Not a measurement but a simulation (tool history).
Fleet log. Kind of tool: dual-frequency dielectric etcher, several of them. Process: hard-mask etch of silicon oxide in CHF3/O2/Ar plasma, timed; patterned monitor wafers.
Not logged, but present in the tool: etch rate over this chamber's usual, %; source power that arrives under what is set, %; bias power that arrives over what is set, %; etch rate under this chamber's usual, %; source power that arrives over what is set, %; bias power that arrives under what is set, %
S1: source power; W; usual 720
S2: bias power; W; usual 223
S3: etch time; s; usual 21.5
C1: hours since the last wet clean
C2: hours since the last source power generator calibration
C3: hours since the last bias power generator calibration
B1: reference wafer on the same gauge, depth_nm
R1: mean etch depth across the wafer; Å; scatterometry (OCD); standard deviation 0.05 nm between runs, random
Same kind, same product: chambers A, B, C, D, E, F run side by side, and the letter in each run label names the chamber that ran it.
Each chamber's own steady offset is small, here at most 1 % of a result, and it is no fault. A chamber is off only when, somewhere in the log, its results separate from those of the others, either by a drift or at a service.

run   hour   S1   S2    S3     C1      C2      C3      B1      R1
 1E    8.4  720  223  21.5   26.7   856.0  2141.0  50.402  489.30
 2F   18.4  720  223  21.5  287.5   700.8   947.8  50.410  491.15
 3B   25.0  720  223  21.5  163.6  3831.3   674.0  50.409  490.70
 4C   34.8  720  223  21.5  142.8   582.5  2847.8  50.425  487.79
 5A   43.1  720  259  21.5  103.9   895.0    75.3  50.436  516.70
 6D   50.1  720  259  21.5  108.6  1489.1   682.3  50.428  512.01
 7A   55.5  720  259  21.5  116.3   907.4    87.7  50.433  517.15
 8E   63.3  720  259  21.5   81.6   910.9  2195.9  50.457  516.30
 9C   72.2  720  259  21.5  180.2   619.9  2885.2  50.445  514.52
10B   81.3  720  259  21.5  219.9  3887.6   730.3  50.454  517.30
11D   90.0  720  223  21.5  148.5  1529.0   722.2  50.467  485.96
12F   97.0  720  223  21.5  366.1   779.4  1026.4  50.443  492.00
13F  107.0  720  182  15.5  376.1   789.4  1036.4  50.459  331.38
14B  111.6  720  182  15.5  250.2  3917.9   760.6  50.458  331.28
15A  121.9  720  182  15.5  182.7   973.8   154.1  50.473  330.69
16D  126.9  720  182  15.5  185.4  1565.9   759.1  50.480  327.18
17E  134.0  720  182  15.5  152.3   981.6  2266.6  50.473  330.22
18C  141.3  720  182  15.5  249.3   689.0  2954.3  50.493  327.71
19B  149.7  720  223  21.5  288.3  3956.0   798.7  50.492  491.42
20D  159.2  720  223  21.5  217.7  1598.2   791.4  50.484  485.64
     162.5  -- chamber F: wet clean of the chamber
21E  164.8  650  223  21.5  183.1  1012.4  2297.4  50.505  471.34
22C  172.1  650  223  21.5  280.1   719.8  2985.1  50.502  469.87
23A  179.0  650  223  21.5  239.8  1030.9   211.2  50.508  473.50
24F  184.2  650  223  21.5   21.7   866.6  1113.6  50.525  473.55
25F  193.0  650  223  21.5   30.5   875.4  1122.4  50.529  473.66
26B  198.4  650  223  21.5  337.0  4004.7   847.4  50.517  473.86
27E  203.5  720  223  21.5  221.8  1051.1  2336.1  50.535  491.21
28C  212.8  720  223  21.5  320.8   760.5  3025.8  50.531  488.49
29D  222.9  720  223  21.5  281.4  1661.9   855.1  50.556  486.23
30A  232.2  720  181  15.5  293.0  1084.1   264.4  50.536  330.90
31A  241.2  720  181  15.5  302.0  1093.1   273.4  50.548  331.15
32E  251.7  720  181  15.5  270.0  1099.3  2384.3  50.552  330.56
33F  258.4  720  181  15.5   95.9   940.8  1187.8  50.565  331.39
34D  267.2  720  181  15.5  325.7  1706.2   899.4  50.572  327.34
35C  272.6  720  181  15.5  380.6   820.3  3085.6  50.562  328.03
36B  278.1  720  263  26.5  416.7  4084.4   927.1  50.569  642.37
37E  286.0  720  263  26.5  304.3  1133.6  2418.6  50.566  643.58
     286.1  -- chamber A: wet clean of the chamber
38D  293.7  720  263  26.5  352.2  1732.7   925.9  50.590  635.99
39F  300.0  720  263  26.5  137.5   982.4  1229.4  50.591  644.22
40B  308.3  720  263  26.5  446.9  4114.6   957.3  50.598  643.67
41A  316.5  720  263  26.5   30.5  1168.4   348.7  50.594  642.42
42C  327.2  720  223  21.5  435.2   874.9  3140.2  50.599  488.61
43A  333.6  720  223  18.5   47.6  1185.5   365.8  50.613  424.33

Next, every chamber runs the same settings. What will each give?
44A  341.2  720  223  21.5                   ?
44B  341.2  720  223  21.5                   ?
44C  341.2  720  223  21.5                   ?
44D  341.2  720  223  21.5                   ?
44E  341.2  720  223  21.5                   ?
44F  341.2  720  223  21.5                   ?

run      R1
44A  493.28
44B  492.30
44C  488.85
44D  486.44
44E  492.30
44F  493.65
